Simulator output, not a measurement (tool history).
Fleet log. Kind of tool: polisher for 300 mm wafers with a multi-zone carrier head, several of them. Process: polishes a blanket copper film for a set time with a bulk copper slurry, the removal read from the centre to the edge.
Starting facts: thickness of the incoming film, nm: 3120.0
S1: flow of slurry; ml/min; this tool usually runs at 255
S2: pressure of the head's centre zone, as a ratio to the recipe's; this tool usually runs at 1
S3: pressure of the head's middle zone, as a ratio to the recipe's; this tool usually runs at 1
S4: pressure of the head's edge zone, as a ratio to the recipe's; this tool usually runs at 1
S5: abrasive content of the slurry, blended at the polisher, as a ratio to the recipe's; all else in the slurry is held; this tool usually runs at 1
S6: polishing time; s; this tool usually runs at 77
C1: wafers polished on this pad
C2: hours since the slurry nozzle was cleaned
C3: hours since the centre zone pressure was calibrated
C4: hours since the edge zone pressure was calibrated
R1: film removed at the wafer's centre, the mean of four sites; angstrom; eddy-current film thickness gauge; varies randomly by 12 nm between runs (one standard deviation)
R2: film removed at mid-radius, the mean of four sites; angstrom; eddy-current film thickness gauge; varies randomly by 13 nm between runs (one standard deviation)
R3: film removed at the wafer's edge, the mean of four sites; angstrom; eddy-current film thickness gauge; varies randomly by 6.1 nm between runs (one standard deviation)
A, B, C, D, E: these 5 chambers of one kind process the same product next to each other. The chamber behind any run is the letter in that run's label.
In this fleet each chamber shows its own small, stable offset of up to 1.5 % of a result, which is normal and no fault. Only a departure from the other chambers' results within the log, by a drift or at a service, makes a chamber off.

run 1B hour=6.7 | S1=255 S2=1 S3=1 S4=1 S5=1 S6=77 | C1=849 C2=385.9 C3=84.6 C4=660.3 | R1=9131.7 R2=9513.3 R3=9300.5
run 2C hour=15.2 | S1=255 S2=1 S3=1 S4=1 S5=1 S6=77 | C1=337 C2=208.8 C3=192.3 C4=663.3 | R1=9269.4 R2=8997.3 R3=9252.9
run 3A hour=25.1 | S1=255 S2=1 S3=1 S4=1 S5=1 S6=77 | C1=526 C2=167.6 C3=330.9 C4=71.6 | R1=9206.6 R2=9263.1 R3=9214.5
-- hour=29.2 chamber B: slurry nozzle cleaned
run 4E hour=31.9 | S1=255 S2=1 S3=1 S4=1 S5=1 S6=77 | C1=316 C2=291.4 C3=80.2 C4=333.6 | R1=9168.8 R2=9364.4 R3=9174.5
run 5D hour=45.1 | S1=255 S2=1 S3=1 S4=1 S5=1 S6=77 | C1=780 C2=130 C3=1106.3 C4=438.1 | R1=9403.7 R2=9273.6 R3=9304.8
-- hour=49.6 chamber A: centre zone pressure recalibrated
run 6B hour=57.7 | S1=255 S2=1 S3=1 S4=1.11 S5=1 S6=77 | C1=1196 C2=28.5 C3=135.6 C4=711.3 | R1=9336.8 R2=9413.4 R3=9737.8
-- hour=61.2 chamber B: worn pad replaced by a new one
-- hour=65.4 chamber D: centre zone pressure recalibrated
-- hour=66.5 chamber B: edge zone pressure recalibrated
run 7A hour=69.5 | S1=255 S2=1 S3=1 S4=1.11 S5=1 S6=77 | C1=828 C2=212 C3=19.9 C4=116 | R1=9196 R2=9257.5 R3=9850.9
run 8C hour=77.7 | S1=255 S2=1 S3=1 S4=1.11 S5=1 S6=77 | C1=762 C2=271.3 C3=254.8 C4=725.8 | R1=9385.1 R2=9579.4 R3=9746.3
run 9E hour=85.6 | S1=255 S2=1 S3=1 S4=1.11 S5=1 S6=77 | C1=681 C2=345.1 C3=133.9 C4=387.3 | R1=8994.4 R2=9228.6 R3=9729.7
run 10D hour=95.5 | S1=255 S2=1 S3=1 S4=1.11 S5=1 S6=77 | C1=1123 C2=180.4 C3=30.1 C4=488.5 | R1=9307.3 R2=9216.3 R3=9762.4
run 11A hour=104.4 | S1=255 S2=1 S3=1 S4=1 S5=1 S6=77 | C1=1065 C2=246.9 C3=54.8 C4=150.9 | R1=9137.2 R2=9116.4 R3=9269.3
-- hour=107.5 chamber C: worn pad replaced by a new one
run 12B hour=111.8 | S1=185 S2=1 S3=1 S4=1 S5=0.75 S6=77 | C1=344 C2=82.6 C3=189.7 C4=45.4 | R1=8234 R2=8330.3 R3=8490
-- hour=113.6 chamber A: slurry nozzle cleaned
-- hour=116.2 chamber E: worn pad replaced by a new one
run 13D hour=120.3 | S1=185 S2=1 S3=1 S4=1 S5=0.75 S6=77 | C1=1291 C2=205.2 C3=54.9 C4=513.3 | R1=8323 R2=8523.3 R3=8465.3
run 14E hour=130.5 | S1=185 S2=1 S3=1 S4=1 S5=0.75 S6=77 | C1=97 C2=390 C3=178.8 C4=432.2 | R1=8210.1 R2=8405.8 R3=8340.6
run 15C hour=138 | S1=185 S2=1 S3=1 S4=1 S5=0.75 S6=77 | C1=208 C2=331.6 C3=315.1 C4=786.1 | R1=8365.4 R2=8351.1 R3=8452
-- hour=140.8 chamber A: worn pad replaced by a new one
run 16B hour=146.1 | S1=185 S2=1 S3=1 S4=1 S5=0.75 S6=77 | C1=577 C2=116.9 C3=224 C4=79.7 | R1=8256.8 R2=8469.8 R3=8344.1
run 17E hour=153.9 | S1=255 S2=1 S3=1 S4=1 S5=1 S6=77 | C1=256 C2=413.4 C3=202.2 C4=455.6 | R1=9008.6 R2=9129.7 R3=9103.9
run 18C hour=163.2 | S1=255 S2=1 S3=1 S4=1 S5=1 S6=77 | C1=379 C2=356.8 C3=340.3 C4=811.3 | R1=9277.8 R2=9367.4 R3=9285.3
run 19D hour=175.9 | S1=255 S2=1 S3=1 S4=1 S5=1 S6=77 | C1=1670 C2=260.8 C3=110.5 C4=568.9 | R1=9281.4 R2=9009.1 R3=9154
run 20A hour=188.5 | S1=255 S2=0.94 S3=1 S4=1 S5=1 S6=97 | C1=325 C2=75 C3=138.9 C4=235 | R1=10902 R2=11403 R3=11721
run 21A hour=197.4 | S1=255 S2=0.94 S3=1 S4=1 S5=1 S6=97 | C1=385 C2=83.9 C3=147.8 C4=243.9 | R1=10805 R2=11595 R3=11738
run 22D hour=210.3 | S1=255 S2=0.94 S3=1 S4=1 S5=1 S6=97 | C1=1904 C2=295.2 C3=144.9 C4=603.3 | R1=10437 R2=10996 R3=11299
run 23B hour=224.1 | S1=255 S2=0.94 S3=1 S4=1 S5=1 S6=97 | C1=1108 C2=194.9 C3=302 C4=157.7 | R1=11101 R2=11744 R3=11655
run 24E hour=238.1 | S1=255 S2=0.94 S3=1 S4=1 S5=1 S6=97 | C1=829 C2=497.6 C3=286.4 C4=539.8 | R1=10759 R2=11650 R3=11614
run 25C hour=247.6 | S1=255 S2=1 S3=1 S4=1 S5=1 S6=77 | C1=953 C2=441.2 C3=424.7 C4=895.7 | R1=8984.7 R2=8999.5 R3=9298.6
-- hour=251.1 chamber E: worn pad replaced by a new one
-- hour=253.6 chamber B: worn pad replaced by a new one
run 26A hour=254.5 | S1=255 S2=1 S3=1 S4=1 S5=1 S6=77 | C1=774 C2=141 C3=204.9 C4=301 | R1=9272.7 R2=9202.5 R3=9283.9
run 27C hour=261.9 | S1=255 S2=1 S3=1 S4=1 S5=1 S6=77 | C1=1051 C2=455.5 C3=439 C4=910 | R1=9226.4 R2=9175 R3=9218.2
run 28B hour=274.9 | S1=255 S2=1 S3=1 S4=1 S5=1 S6=77 | C1=145 C2=245.7 C3=352.8 C4=208.5 | R1=9135.9 R2=9213.1 R3=9355.1
run 29E hour=281.4 | S1=255 S2=1 S3=1 S4=1 S5=1 S6=77 | C1=206 C2=540.9 C3=329.7 C4=583.1 | R1=9083.8 R2=9146.3 R3=9098.9
run 30D hour=290.4 | S1=255 S2=1 S3=1 S4=1 S5=1 S6=77 | C1=2449 C2=375.3 C3=225 C4=683.4 | R1=8727.9 R2=8767.8 R3=8560.2
-- hour=295.9 chamber E: slurry nozzle cleaned
run 31D hour=299.9 | S1=255 S2=1 S3=1 S4=1 S5=1 S6=77 | C1=2513 C2=384.8 C3=234.5 C4=692.9 | R1=8817.4 R2=8706 R3=8563.8
run 32B hour=313.8 | S1=255 S2=1 S3=1 S4=1 S5=0.75 S6=77 | C1=409 C2=284.6 C3=391.7 C4=247.4 | R1=8637.1 R2=8862.7 R3=8761.1
-- hour=322.7 chamber A: worn pad replaced by a new one
run 33E hour=327.6 | S1=255 S2=1 S3=1 S4=1 S5=0.75 S6=77 | C1=520 C2=31.7 C3=375.9 C4=629.3 | R1=8623.4 R2=8894.2 R3=8628.7
run 34A hour=339.1 | S1=255 S2=1 S3=1 S4=1 S5=0.75 S6=77 | C1=111 C2=225.6 C3=289.5 C4=385.6 | R1=8769.6 R2=8766.3 R3=8830.3

Which is it: a chamber that has drifted or been left off by a service, a gauge drift common to all chambers, or only each chamber's usual small offset? If a chamber is off, name it and its likeliest cause.

One chamber, D, drifts off from the rest bit by bit.
What lies behind it: removal rate lost through wear of the pad, % = 8.72.

Below are 4 candidate recipes for chamber D's next run, each the usual settings with a change, their results shown as question marks. Which of them brings D's results back in line with what the other chambers give on the usual settings?
In line means no further than this from the other chambers' mean on the usual settings: R1 410 angstrom; R2 450 angstrom; R3 210 angstrom
run 35D-1 hour=349.3 | S1=255 S2=0.97 S3=1.01 S4=1.02 S5=1 S6=89 | R1=? R2=? R3=?
run 35D-2 hour=349.3 | S1=255 S2=0.99 S3=1.01 S4=1.01 S5=1 S6=83 | R1=? R2=? R3=?
run 35D-3 hour=349.3 | S1=255 S2=1.02 S3=0.99 S4=0.99 S5=1 S6=66 | R1=? R2=? R3=?
run 35D-4 hour=349.3 | S1=255 S2=1.01 S3=0.99 S4=0.99 S5=1 S6=71 | R1=? R2=? R3=?

Average result of the remaining chambers running the usual settings: R1 9183.5 angstrom; R2 9228 angstrom; R3 9212.5 angstrom
run=35D-1 R1=9590.8 R2=9818.7 R3=9862.8
run=35D-2 R1=9148.3 R2=9155.9 R3=9150.6
run=35D-3 R1=7516.8 R2=7148.4 R3=7203.1
run=35D-4 R1=7999 R2=7690.4 R3=7748.8
It is 35D-2 that realigns the chamber with its peers.
